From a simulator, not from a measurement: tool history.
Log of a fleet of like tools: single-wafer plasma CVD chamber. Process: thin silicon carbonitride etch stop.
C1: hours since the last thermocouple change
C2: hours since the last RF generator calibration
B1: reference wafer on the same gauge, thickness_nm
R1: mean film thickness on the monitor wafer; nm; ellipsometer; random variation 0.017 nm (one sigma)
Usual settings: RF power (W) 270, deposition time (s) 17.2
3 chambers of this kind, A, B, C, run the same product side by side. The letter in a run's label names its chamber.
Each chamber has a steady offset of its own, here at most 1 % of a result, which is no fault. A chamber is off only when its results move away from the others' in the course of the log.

{"run": "1A", "hour": 6.6, "RF power (W)": 270, "deposition time (s)": 17.2, "C1": 1767.6, "C2": 140.1, "B1": 9.8984, "R1": 10.672}
{"run": "2C", "hour": 16.5, "RF power (W)": 270, "deposition time (s)": 17.2, "C1": 966.2, "C2": 921.7, "B1": 9.8959, "R1": 10.808}
{"run": "3B", "hour": 23.4, "RF power (W)": 270, "deposition time (s)": 17.2, "C1": 1192.6, "C2": 202.5, "B1": 9.895, "R1": 10.753}
{"run": "4B", "hour": 33.1, "RF power (W)": 270, "deposition time (s)": 17.2, "C1": 1202.3, "C2": 212.2, "B1": 9.8925, "R1": 10.778}
{"hour": 38.1, "done": "chamber A: thermocouple changed; heater temperature recalibrated"}
{"run": "5C", "hour": 41.5, "RF power (W)": 270, "deposition time (s)": 17.2, "C1": 991.2, "C2": 946.7, "B1": 9.8935, "R1": 10.803}
{"run": "6A", "hour": 50.6, "RF power (W)": 270, "deposition time (s)": 17.2, "C1": 12.5, "C2": 184.1, "B1": 9.893, "R1": 10.651}
{"run": "7B", "hour": 60.4, "RF power (W)": 270, "deposition time (s)": 17.2, "C1": 1229.6, "C2": 239.5, "B1": 9.8848, "R1": 10.811}
{"run": "8A", "hour": 66.1, "RF power (W)": 270, "deposition time (s)": 17.2, "C1": 28, "C2": 199.6, "B1": 9.8882, "R1": 10.67}
{"run": "9C", "hour": 74.0, "RF power (W)": 270, "deposition time (s)": 17.2, "C1": 1023.7, "C2": 979.2, "B1": 9.886, "R1": 10.794}
{"run": "10B", "hour": 82.1, "RF power (W)": 270, "deposition time (s)": 17.2, "C1": 1251.3, "C2": 261.2, "B1": 9.882, "R1": 10.76}
{"run": "11A", "hour": 91.7, "RF power (W)": 220, "deposition time (s)": 18.3, "C1": 53.6, "C2": 225.2, "B1": 9.8884, "R1": 10.648}
{"run": "12C", "hour": 98.5, "RF power (W)": 220, "deposition time (s)": 18.3, "C1": 1048.2, "C2": 1003.7, "B1": 9.8851, "R1": 10.808}
{"run": "13B", "hour": 104.6, "RF power (W)": 220, "deposition time (s)": 18.3, "C1": 1273.8, "C2": 283.7, "B1": 9.8833, "R1": 10.794}
{"run": "14C", "hour": 114.4, "RF power (W)": 270, "deposition time (s)": 17.2, "C1": 1064.1, "C2": 1019.6, "B1": 9.877, "R1": 10.805}
{"hour": 118.8, "done": "chamber B: thermocouple changed; heater temperature recalibrated"}
{"run": "15A", "hour": 122.3, "RF power (W)": 270, "deposition time (s)": 17.2, "C1": 84.2, "C2": 255.8, "B1": 9.8756, "R1": 10.658}
{"run": "16A", "hour": 127.9, "RF power (W)": 270, "deposition time (s)": 17.2, "C1": 89.8, "C2": 261.4, "B1": 9.8771, "R1": 10.633}
{"run": "17C", "hour": 135.6, "RF power (W)": 270, "deposition time (s)": 17.2, "C1": 1085.3, "C2": 1040.8, "B1": 9.8759, "R1": 10.745}
{"run": "18B", "hour": 144.0, "RF power (W)": 270, "deposition time (s)": 17.2, "C1": 25.3, "C2": 323.1, "B1": 9.8735, "R1": 10.745}
{"run": "19C", "hour": 149.5, "RF power (W)": 270, "deposition time (s)": 17.2, "C1": 1099.2, "C2": 1054.7, "B1": 9.8712, "R1": 10.804}
{"run": "20A", "hour": 155.6, "RF power (W)": 270, "deposition time (s)": 17.2, "C1": 117.5, "C2": 289.1, "B1": 9.8691, "R1": 10.637}
{"run": "21B", "hour": 166.4, "RF power (W)": 220, "deposition time (s)": 18.3, "C1": 47.7, "C2": 345.5, "B1": 9.8721, "R1": 10.744}
{"run": "22B", "hour": 172.0, "RF power (W)": 220, "deposition time (s)": 18.3, "C1": 53.3, "C2": 351.1, "B1": 9.8673, "R1": 10.741}
{"run": "23A", "hour": 182.8, "RF power (W)": 220, "deposition time (s)": 18.3, "C1": 144.7, "C2": 316.3, "B1": 9.8656, "R1": 10.62}
{"hour": 187.0, "done": "chamber C: RF generator calibrated"}
{"run": "24C", "hour": 193.5, "RF power (W)": 270, "deposition time (s)": 17.2, "C1": 1143.2, "C2": 6.5, "B1": 9.8632, "R1": 10.793}
{"run": "25A", "hour": 202.6, "RF power (W)": 240, "deposition time (s)": 15, "C1": 164.5, "C2": 336.1, "B1": 9.8659, "R1": 8.9721}
{"run": "26C", "hour": 209.3, "RF power (W)": 240, "deposition time (s)": 15, "C1": 1159, "C2": 22.3, "B1": 9.8612, "R1": 9.0476}
{"run": "27B", "hour": 220.3, "RF power (W)": 240, "deposition time (s)": 15, "C1": 101.6, "C2": 399.4, "B1": 9.8625, "R1": 9.0346}
{"run": "28C", "hour": 225.5, "RF power (W)": 270, "deposition time (s)": 17.2, "C1": 1175.2, "C2": 38.5, "B1": 9.8584, "R1": 10.777}
{"run": "29A", "hour": 230.3, "RF power (W)": 220, "deposition time (s)": 14.1, "C1": 192.2, "C2": 363.8, "B1": 9.8585, "R1": 8.1718}
{"run": "30B", "hour": 235.5, "RF power (W)": 220, "deposition time (s)": 14.1, "C1": 116.8, "C2": 414.6, "B1": 9.857, "R1": 8.2739}
{"run": "31B", "hour": 246.4, "RF power (W)": 220, "deposition time (s)": 14.1, "C1": 127.7, "C2": 425.5, "B1": 9.8558, "R1": 8.2748}
{"run": "32A", "hour": 253.3, "RF power (W)": 270, "deposition time (s)": 17.2, "C1": 215.2, "C2": 386.8, "B1": 9.8557, "R1": 10.61}
{"run": "33C", "hour": 259.6, "RF power (W)": 270, "deposition time (s)": 17.2, "C1": 1209.3, "C2": 72.6, "B1": 9.8546, "R1": 10.801}
{"run": "34C", "hour": 266.2, "RF power (W)": 245, "deposition time (s)": 17.2, "C1": 1215.9, "C2": 79.2, "B1": 9.8499, "R1": 10.448}
{"run": "35B", "hour": 276.0, "RF power (W)": 245, "deposition time (s)": 17.2, "C1": 157.3, "C2": 455.1, "B1": 9.8518, "R1": 10.43}
{"run": "36A", "hour": 282.3, "RF power (W)": 245, "deposition time (s)": 17.2, "C1": 244.2, "C2": 415.8, "B1": 9.8476, "R1": 10.307}
{"run": "37C", "hour": 292.8, "RF power (W)": 270, "deposition time (s)": 17.2, "C1": 1242.5, "C2": 105.8, "B1": 9.8511, "R1": 10.786}
{"run": "38A", "hour": 301.8, "RF power (W)": 270, "deposition time (s)": 17.2, "C1": 263.7, "C2": 435.3, "B1": 9.8465, "R1": 10.588}
{"run": "39B", "hour": 311.1, "RF power (W)": 270, "deposition time (s)": 17.2, "C1": 192.4, "C2": 490.2, "B1": 9.8405, "R1": 10.75}
{"run": "40B", "hour": 319.8, "RF power (W)": 270, "deposition time (s)": 17.2, "C1": 201.1, "C2": 498.9, "B1": 9.8403, "R1": 10.729}
{"run": "41A", "hour": 328.7, "RF power (W)": 270, "deposition time (s)": 15.1, "C1": 290.6, "C2": 462.2, "B1": 9.8427, "R1": 9.3156}
{"run": "42C", "hour": 339.7, "RF power (W)": 270, "deposition time (s)": 15.1, "C1": 1289.4, "C2": 152.7, "B1": 9.8383, "R1": 9.4152}
{"run": "43C", "hour": 345.3, "RF power (W)": 270, "deposition time (s)": 15.1, "C1": 1295, "C2": 158.3, "B1": 9.8359, "R1": 9.4367}

All 3 chambers run these settings next. Forecast each chamber's results:
{"run": "44A", "hour": 353.3, "RF power (W)": 270, "deposition time (s)": 17.2, "R1": "?"}
{"run": "44B", "hour": 353.3, "RF power (W)": 270, "deposition time (s)": 17.2, "R1": "?"}
{"run": "44C", "hour": 353.3, "RF power (W)": 270, "deposition time (s)": 17.2, "R1": "?"}

run=44A R1=10.602
run=44B R1=10.693
run=44C R1=10.74

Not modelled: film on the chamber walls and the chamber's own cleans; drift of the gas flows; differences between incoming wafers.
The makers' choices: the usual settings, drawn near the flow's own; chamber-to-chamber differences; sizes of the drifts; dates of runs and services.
